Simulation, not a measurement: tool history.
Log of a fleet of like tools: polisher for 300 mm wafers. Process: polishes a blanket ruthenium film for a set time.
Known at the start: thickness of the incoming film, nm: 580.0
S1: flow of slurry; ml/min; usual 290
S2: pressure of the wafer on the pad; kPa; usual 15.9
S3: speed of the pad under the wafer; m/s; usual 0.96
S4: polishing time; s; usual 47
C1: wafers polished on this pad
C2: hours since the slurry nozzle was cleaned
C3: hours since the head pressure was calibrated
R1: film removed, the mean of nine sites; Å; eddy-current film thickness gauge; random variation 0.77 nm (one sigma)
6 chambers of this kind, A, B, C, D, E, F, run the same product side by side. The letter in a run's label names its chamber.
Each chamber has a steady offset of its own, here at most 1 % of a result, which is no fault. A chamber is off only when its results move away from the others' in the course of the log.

run 1B day=0.246 | S1=290 S2=15.9 S3=0.96 S4=47 | C1=131 C2=238.8 C3=205.0 | R1=691.61
run 2D day=0.554 | S1=290 S2=15.9 S3=0.96 S4=47 | C1=895 C2=860.0 C3=17.2 | R1=701.35
-- day=0.704 chamber C: worn pad replaced by a new one
-- day=0.729 chamber F: worn pad replaced by a new one
run 3E day=0.817 | S1=290 S2=15.9 S3=0.96 S4=47 | C1=530 C2=127.4 C3=1246.5 | R1=711.95
run 4F day=1.033 | S1=290 S2=15.9 S3=0.96 S4=47 | C1=103 C2=230.5 C3=615.2 | R1=720.64
run 5A day=1.379 | S1=290 S2=15.9 S3=0.96 S4=47 | C1=590 C2=138.8 C3=1393.0 | R1=704.68
-- day=1.467 chamber D: slurry nozzle cleaned
run 6C day=1.625 | S1=290 S2=15.9 S3=1.26 S4=47 | C1=309 C2=336.6 C3=403.2 | R1=918.08
-- day=1.646 chamber A: head pressure recalibrated
-- day=1.912 chamber E: worn pad replaced by a new one
run 7B day=1.912 | S1=290 S2=15.9 S3=1.26 S4=47 | C1=691 C2=278.8 C3=245.0 | R1=932.72
-- day=1.967 chamber B: worn pad replaced by a new one
-- day=1.988 chamber D: worn pad replaced by a new one
run 8C day=2.204 | S1=290 S2=15.9 S3=1.26 S4=47 | C1=504 C2=350.5 C3=417.1 | R1=947.58
run 9D day=2.500 | S1=290 S2=15.9 S3=1.26 S4=47 | C1=173 C2=24.9 C3=63.9 | R1=922.22
-- day=2.625 chamber A: worn pad replaced by a new one
run 10A day=2.817 | S1=290 S2=15.9 S3=1.26 S4=47 | C1=65 C2=173.3 C3=28.2 | R1=918.37
run 11E day=3.150 | S1=290 S2=15.9 S3=1.26 S4=47 | C1=416 C2=183.4 C3=1302.5 | R1=915.71
-- day=3.338 chamber C: worn pad replaced by a new one
run 12F day=3.342 | S1=290 S2=13.8 S3=0.96 S4=47 | C1=879 C2=285.9 C3=670.6 | R1=609.47
run 13B day=3.617 | S1=290 S2=13.8 S3=0.96 S4=47 | C1=555 C2=319.7 C3=285.9 | R1=600.23
-- day=3.800 chamber B: slurry nozzle cleaned
-- day=3.812 chamber E: head pressure recalibrated
-- day=3.938 chamber F: worn pad replaced by a new one
run 14C day=4.012 | S1=290 S2=13.8 S3=0.96 S4=47 | C1=227 C2=393.9 C3=460.5 | R1=604.96
run 15D day=4.283 | S1=290 S2=13.8 S3=0.96 S4=47 | C1=772 C2=67.7 C3=106.7 | R1=625.03
-- day=4.329 chamber E: worn pad replaced by a new one
run 16E day=4.562 | S1=290 S2=13.8 S3=0.96 S4=47 | C1=79 C2=217.3 C3=18.0 | R1=558.60
-- day=4.692 chamber B: worn pad replaced by a new one
-- day=4.712 chamber C: head pressure recalibrated
run 17A day=4.904 | S1=290 S2=13.8 S3=0.96 S4=47 | C1=767 C2=223.4 C3=78.3 | R1=620.54
run 18F day=5.125 | S1=290 S2=15.9 S3=0.96 S4=47 | C1=399 C2=328.7 C3=713.4 | R1=708.04
-- day=5.271 chamber A: worn pad replaced by a new one
-- day=5.404 chamber E: slurry nozzle cleaned
run 19C day=5.483 | S1=290 S2=15.9 S3=0.96 S4=47 | C1=721 C2=429.2 C3=18.5 | R1=700.25
run 20B day=5.808 | S1=290 S2=15.9 S3=0.96 S4=47 | C1=375 C2=48.3 C3=338.5 | R1=709.34
-- day=5.850 chamber C: worn pad replaced by a new one
-- day=6.075 chamber D: worn pad replaced by a new one
run 21D day=6.158 | S1=290 S2=15.9 S3=0.96 S4=54 | C1=28 C2=112.7 C3=151.7 | R1=825.99
run 22A day=6.446 | S1=290 S2=15.9 S3=0.96 S4=54 | C1=396 C2=260.4 C3=115.3 | R1=810.71
-- day=6.525 chamber E: worn pad replaced by a new one
run 23F day=6.800 | S1=290 S2=15.9 S3=0.96 S4=54 | C1=962 C2=368.9 C3=753.6 | R1=794.84
-- day=7.038 chamber F: slurry nozzle cleaned
run 24E day=7.054 | S1=290 S2=15.9 S3=0.96 S4=54 | C1=178 C2=39.6 C3=77.8 | R1=737.26
-- day=7.167 chamber B: worn pad replaced by a new one
run 25A day=7.308 | S1=290 S2=15.9 S3=0.96 S4=54 | C1=686 C2=281.1 C3=136.0 | R1=798.86
-- day=7.333 chamber F: worn pad replaced by a new one
run 26D day=7.596 | S1=290 S2=15.9 S3=0.96 S4=54 | C1=511 C2=147.2 C3=186.2 | R1=803.25
run 27C day=7.962 | S1=350 S2=15.9 S3=0.96 S4=47 | C1=711 C2=488.7 C3=78.0 | R1=717.94
-- day=8.183 chamber A: worn pad replaced by a new one
-- day=8.317 chamber C: worn pad replaced by a new one
run 28B day=8.371 | S1=350 S2=15.9 S3=0.96 S4=47 | C1=405 C2=109.8 C3=400.0 | R1=692.56
run 29E day=8.775 | S1=350 S2=15.9 S3=0.96 S4=47 | C1=756 C2=80.9 C3=119.1 | R1=648.10
-- day=8.817 chamber E: worn pad replaced by a new one
run 30F day=9.046 | S1=350 S2=15.9 S3=0.96 S4=47 | C1=576 C2=48.2 C3=807.5 | R1=715.54
run 31C day=9.229 | S1=350 S2=15.9 S3=0.96 S4=47 | C1=307 C2=519.1 C3=108.4 | R1=715.01
-- day=9.317 chamber D: worn pad replaced by a new one
-- day=9.321 chamber B: worn pad replaced by a new one
run 32B day=9.579 | S1=350 S2=15.9 S3=0.96 S4=47 | C1=87 C2=138.8 C3=429.0 | R1=714.28
-- day=9.679 chamber F: head pressure recalibrated
run 33D day=9.971 | S1=290 S2=15.9 S3=0.96 S4=47 | C1=221 C2=204.2 C3=243.2 | R1=705.00
run 34A day=10.212 | S1=290 S2=15.9 S3=0.96 S4=47 | C1=682 C2=350.8 C3=205.7 | R1=690.93
run 35E day=10.571 | S1=355 S2=15.9 S3=1.24 S4=47 | C1=589 C2=124.0 C3=162.2 | R1=832.39
-- day=10.667 chamber F: worn pad replaced by a new one
-- day=10.750 chamber C: worn pad replaced by a new one
run 36F day=10.838 | S1=355 S2=15.9 S3=1.24 S4=47 | C1=57 C2=91.2 C3=27.9 | R1=909.26
run 37C day=11.221 | S1=355 S2=15.9 S3=1.24 S4=47 | C1=158 C2=566.9 C3=156.2 | R1=940.93
-- day=11.462 chamber B: worn pad replaced by a new one
run 38B day=11.554 | S1=355 S2=15.9 S3=1.24 S4=47 | C1=32 C2=186.2 C3=476.4 | R1=903.97
run 39D day=11.750 | S1=355 S2=15.9 S3=1.24 S4=47 | C1=819 C2=246.9 C3=285.9 | R1=926.71
run 40F day=12.071 | S1=355 S2=15.9 S3=1.24 S4=47 | C1=471 C2=120.8 C3=57.5 | R1=920.97

Next, every chamber runs the same settings. What will each give?
run 41A day=12.362 | S1=290 S2=15.9 S3=0.96 S4=47 | R1=?
run 41B day=12.362 | S1=290 S2=15.9 S3=0.96 S4=47 | R1=?
run 41C day=12.362 | S1=290 S2=15.9 S3=0.96 S4=47 | R1=?
run 41D day=12.362 | S1=290 S2=15.9 S3=0.96 S4=47 | R1=?
run 41E day=12.362 | S1=290 S2=15.9 S3=0.96 S4=47 | R1=?
run 41F day=12.362 | S1=290 S2=15.9 S3=0.96 S4=47 | R1=?

run=41A R1=679.64
run=41B R1=695.09
run=41C R1=716.61
run=41D R1=712.28
run=41E R1=640.07
run=41F R1=694.25
